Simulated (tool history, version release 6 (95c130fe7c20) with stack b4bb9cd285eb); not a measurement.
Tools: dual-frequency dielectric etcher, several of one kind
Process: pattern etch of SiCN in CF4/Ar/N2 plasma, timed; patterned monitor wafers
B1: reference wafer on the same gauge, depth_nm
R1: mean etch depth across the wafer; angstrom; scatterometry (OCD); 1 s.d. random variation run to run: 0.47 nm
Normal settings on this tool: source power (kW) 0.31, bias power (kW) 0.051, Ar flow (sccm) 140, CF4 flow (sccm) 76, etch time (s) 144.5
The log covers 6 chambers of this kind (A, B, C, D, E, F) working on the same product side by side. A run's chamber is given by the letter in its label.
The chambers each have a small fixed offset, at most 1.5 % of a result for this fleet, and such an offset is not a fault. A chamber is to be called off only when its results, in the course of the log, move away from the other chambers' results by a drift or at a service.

{"hour": 4.1, "done": "chamber E: wet clean of the chamber"}
{"run": "1D", "hour": 9.5, "source power (kW)": 0.31, "bias power (kW)": 0.051, "Ar flow (sccm)": 140, "CF4 flow (sccm)": 76, "etch time (s)": 144.5, "B1": 85.377, "R1": 765.47}
{"run": "2E", "hour": 17.2, "source power (kW)": 0.31, "bias power (kW)": 0.051, "Ar flow (sccm)": 140, "CF4 flow (sccm)": 76, "etch time (s)": 144.5, "B1": 85.413, "R1": 768.46}
{"run": "3F", "hour": 26.0, "source power (kW)": 0.31, "bias power (kW)": 0.051, "Ar flow (sccm)": 140, "CF4 flow (sccm)": 76, "etch time (s)": 144.5, "B1": 85.361, "R1": 770.2}
{"hour": 28.8, "done": "chamber D: wet clean of the chamber"}
{"run": "4C", "hour": 33.7, "source power (kW)": 0.31, "bias power (kW)": 0.051, "Ar flow (sccm)": 140, "CF4 flow (sccm)": 76, "etch time (s)": 144.5, "B1": 85.376, "R1": 763.17}
{"run": "5B", "hour": 41.0, "source power (kW)": 0.31, "bias power (kW)": 0.051, "Ar flow (sccm)": 140, "CF4 flow (sccm)": 76, "etch time (s)": 144.5, "B1": 85.361, "R1": 768.26}
{"run": "6A", "hour": 46.7, "source power (kW)": 0.38, "bias power (kW)": 0.051, "Ar flow (sccm)": 154, "CF4 flow (sccm)": 76, "etch time (s)": 144.5, "B1": 85.319, "R1": 893.87}
{"run": "7A", "hour": 52.5, "source power (kW)": 0.38, "bias power (kW)": 0.051, "Ar flow (sccm)": 154, "CF4 flow (sccm)": 76, "etch time (s)": 144.5, "B1": 85.426, "R1": 892.37}
{"run": "8D", "hour": 60.4, "source power (kW)": 0.38, "bias power (kW)": 0.051, "Ar flow (sccm)": 154, "CF4 flow (sccm)": 76, "etch time (s)": 144.5, "B1": 85.356, "R1": 902}
{"run": "9C", "hour": 67.6, "source power (kW)": 0.38, "bias power (kW)": 0.051, "Ar flow (sccm)": 154, "CF4 flow (sccm)": 76, "etch time (s)": 144.5, "B1": 85.504, "R1": 899.07}
{"run": "10F", "hour": 75.3, "source power (kW)": 0.38, "bias power (kW)": 0.051, "Ar flow (sccm)": 154, "CF4 flow (sccm)": 76, "etch time (s)": 144.5, "B1": 85.396, "R1": 906.4}
{"run": "11B", "hour": 81.9, "source power (kW)": 0.38, "bias power (kW)": 0.051, "Ar flow (sccm)": 154, "CF4 flow (sccm)": 76, "etch time (s)": 144.5, "B1": 85.164, "R1": 903.93}
{"run": "12E", "hour": 88.9, "source power (kW)": 0.31, "bias power (kW)": 0.051, "Ar flow (sccm)": 140, "CF4 flow (sccm)": 76, "etch time (s)": 144.5, "B1": 85.286, "R1": 765.16}
{"run": "13B", "hour": 94.8, "source power (kW)": 0.24, "bias power (kW)": 0.051, "Ar flow (sccm)": 140, "CF4 flow (sccm)": 76, "etch time (s)": 144.5, "B1": 85.371, "R1": 612.6}
{"run": "14A", "hour": 99.7, "source power (kW)": 0.24, "bias power (kW)": 0.051, "Ar flow (sccm)": 140, "CF4 flow (sccm)": 76, "etch time (s)": 144.5, "B1": 85.366, "R1": 600.17}
{"run": "15F", "hour": 104.7, "source power (kW)": 0.24, "bias power (kW)": 0.051, "Ar flow (sccm)": 140, "CF4 flow (sccm)": 76, "etch time (s)": 144.5, "B1": 85.486, "R1": 621.46}
{"run": "16D", "hour": 109.2, "source power (kW)": 0.24, "bias power (kW)": 0.051, "Ar flow (sccm)": 140, "CF4 flow (sccm)": 76, "etch time (s)": 144.5, "B1": 85.457, "R1": 611.28}
{"run": "17E", "hour": 113.5, "source power (kW)": 0.24, "bias power (kW)": 0.051, "Ar flow (sccm)": 140, "CF4 flow (sccm)": 76, "etch time (s)": 144.5, "B1": 85.539, "R1": 611.32}
{"hour": 123.0, "done": "chamber D: Ar flow controller replaced"}
{"run": "18C", "hour": 123.2, "source power (kW)": 0.24, "bias power (kW)": 0.051, "Ar flow (sccm)": 140, "CF4 flow (sccm)": 76, "etch time (s)": 144.5, "B1": 85.363, "R1": 609.43}
{"run": "19D", "hour": 129.7, "source power (kW)": 0.31, "bias power (kW)": 0.051, "Ar flow (sccm)": 140, "CF4 flow (sccm)": 76, "etch time (s)": 144.5, "B1": 85.341, "R1": 768.82}
{"run": "20A", "hour": 134.2, "source power (kW)": 0.31, "bias power (kW)": 0.051, "Ar flow (sccm)": 140, "CF4 flow (sccm)": 76, "etch time (s)": 144.5, "B1": 85.537, "R1": 758.03}
{"hour": 134.9, "done": "chamber A: wet clean of the chamber"}
{"run": "21E", "hour": 141.3, "source power (kW)": 0.31, "bias power (kW)": 0.051, "Ar flow (sccm)": 140, "CF4 flow (sccm)": 76, "etch time (s)": 144.5, "B1": 85.38, "R1": 769.26}
{"run": "22F", "hour": 148.4, "source power (kW)": 0.31, "bias power (kW)": 0.051, "Ar flow (sccm)": 140, "CF4 flow (sccm)": 76, "etch time (s)": 144.5, "B1": 85.521, "R1": 768.59}
{"run": "23B", "hour": 154.9, "source power (kW)": 0.31, "bias power (kW)": 0.051, "Ar flow (sccm)": 140, "CF4 flow (sccm)": 76, "etch time (s)": 117, "B1": 85.499, "R1": 609.84}
{"run": "24C", "hour": 164.3, "source power (kW)": 0.31, "bias power (kW)": 0.051, "Ar flow (sccm)": 140, "CF4 flow (sccm)": 76, "etch time (s)": 117, "B1": 85.41, "R1": 621.47}
{"hour": 168.7, "done": "chamber F: wet clean of the chamber"}
{"run": "25C", "hour": 169.4, "source power (kW)": 0.31, "bias power (kW)": 0.051, "Ar flow (sccm)": 140, "CF4 flow (sccm)": 76, "etch time (s)": 117, "B1": 85.412, "R1": 614.92}
{"run": "26E", "hour": 178.0, "source power (kW)": 0.31, "bias power (kW)": 0.051, "Ar flow (sccm)": 140, "CF4 flow (sccm)": 76, "etch time (s)": 117, "B1": 85.397, "R1": 622.74}
{"hour": 179.3, "done": "chamber B: wet clean of the chamber"}
{"run": "27B", "hour": 186.1, "source power (kW)": 0.31, "bias power (kW)": 0.051, "Ar flow (sccm)": 140, "CF4 flow (sccm)": 76, "etch time (s)": 117, "B1": 85.383, "R1": 611.14}
{"run": "28D", "hour": 195.9, "source power (kW)": 0.31, "bias power (kW)": 0.051, "Ar flow (sccm)": 140, "CF4 flow (sccm)": 76, "etch time (s)": 117, "B1": 85.455, "R1": 618.95}
{"run": "29A", "hour": 200.7, "source power (kW)": 0.31, "bias power (kW)": 0.051, "Ar flow (sccm)": 140, "CF4 flow (sccm)": 76, "etch time (s)": 144.5, "B1": 85.478, "R1": 766.69}
{"run": "30F", "hour": 205.3, "source power (kW)": 0.31, "bias power (kW)": 0.051, "Ar flow (sccm)": 140, "CF4 flow (sccm)": 76, "etch time (s)": 144.5, "B1": 85.416, "R1": 766.03}
{"run": "31D", "hour": 210.8, "source power (kW)": 0.31, "bias power (kW)": 0.051, "Ar flow (sccm)": 140, "CF4 flow (sccm)": 76, "etch time (s)": 144.5, "B1": 85.373, "R1": 773.02}
{"run": "32C", "hour": 218.7, "source power (kW)": 0.31, "bias power (kW)": 0.051, "Ar flow (sccm)": 140, "CF4 flow (sccm)": 76, "etch time (s)": 144.5, "B1": 85.342, "R1": 770.84}
{"run": "33B", "hour": 227.4, "source power (kW)": 0.31, "bias power (kW)": 0.051, "Ar flow (sccm)": 140, "CF4 flow (sccm)": 76, "etch time (s)": 144.5, "B1": 85.291, "R1": 742.38}
{"run": "34F", "hour": 234.9, "source power (kW)": 0.31, "bias power (kW)": 0.051, "Ar flow (sccm)": 140, "CF4 flow (sccm)": 76, "etch time (s)": 144.5, "B1": 85.417, "R1": 770.5}
{"hour": 239.3, "done": "chamber E: source power generator calibrated"}
{"run": "35E", "hour": 244.0, "source power (kW)": 0.31, "bias power (kW)": 0.051, "Ar flow (sccm)": 140, "CF4 flow (sccm)": 76, "etch time (s)": 144.5, "B1": 85.365, "R1": 755.59}
{"run": "36A", "hour": 253.3, "source power (kW)": 0.31, "bias power (kW)": 0.051, "Ar flow (sccm)": 140, "CF4 flow (sccm)": 76, "etch time (s)": 144.5, "B1": 85.316, "R1": 750.65}
{"run": "37F", "hour": 258.5, "source power (kW)": 0.31, "bias power (kW)": 0.051, "Ar flow (sccm)": 140, "CF4 flow (sccm)": 76, "etch time (s)": 144.5, "B1": 85.379, "R1": 778.25}
{"run": "38D", "hour": 265.1, "source power (kW)": 0.31, "bias power (kW)": 0.051, "Ar flow (sccm)": 140, "CF4 flow (sccm)": 76, "etch time (s)": 144.5, "B1": 85.483, "R1": 773.36}
{"run": "39E", "hour": 272.5, "source power (kW)": 0.31, "bias power (kW)": 0.051, "Ar flow (sccm)": 140, "CF4 flow (sccm)": 76, "etch time (s)": 144.5, "B1": 85.489, "R1": 766.95}
{"run": "40B", "hour": 280.2, "source power (kW)": 0.31, "bias power (kW)": 0.051, "Ar flow (sccm)": 140, "CF4 flow (sccm)": 76, "etch time (s)": 144.5, "B1": 85.432, "R1": 740.06}
{"run": "41A", "hour": 289.0, "source power (kW)": 0.31, "bias power (kW)": 0.051, "Ar flow (sccm)": 140, "CF4 flow (sccm)": 76, "etch time (s)": 144.5, "B1": 85.501, "R1": 763.73}

Which is it: a chamber that has drifted or been left off by a service, a gauge drift common to all chambers, or only each chamber's usual small offset? If a chamber is off, name it and its likeliest cause.

One chamber, B, drifts off from the rest bit by bit.
Most likely cause: source power that arrives under what is set, % = 4.71.

Chamber B could run next with any of the 4 candidate recipes listed below; each alters the usual settings, and their results appear as question marks. Which one brings its results back in line with what the other chambers deliver on the usual settings?
Allowed miss from the other chambers' usual-settings mean, per result, to count as in line: R1 17 angstrom
{"run": "42B-1", "hour": 296.0, "source power (kW)": 0.31, "bias power (kW)": 0.051, "Ar flow (sccm)": 140, "CF4 flow (sccm)": 76, "etch time (s)": 139, "R1": "?"}
{"run": "42B-2", "hour": 296.0, "source power (kW)": 0.31, "bias power (kW)": 0.043, "Ar flow (sccm)": 150, "CF4 flow (sccm)": 70, "etch time (s)": 144.5, "R1": "?"}
{"run": "42B-3", "hour": 296.0, "source power (kW)": 0.34, "bias power (kW)": 0.051, "Ar flow (sccm)": 140, "CF4 flow (sccm)": 76, "etch time (s)": 144.5, "R1": "?"}
{"run": "42B-4", "hour": 296.0, "source power (kW)": 0.31, "bias power (kW)": 0.055, "Ar flow (sccm)": 140, "CF4 flow (sccm)": 79, "etch time (s)": 144.5, "R1": "?"}

The other chambers' mean on the usual settings: R1 765.49 angstrom
run=42B-1 R1=708.53
run=42B-2 R1=676.6
run=42B-3 R1=799.02
run=42B-4 R1=760.92
It is 42B-4 that realigns the chamber with its peers.
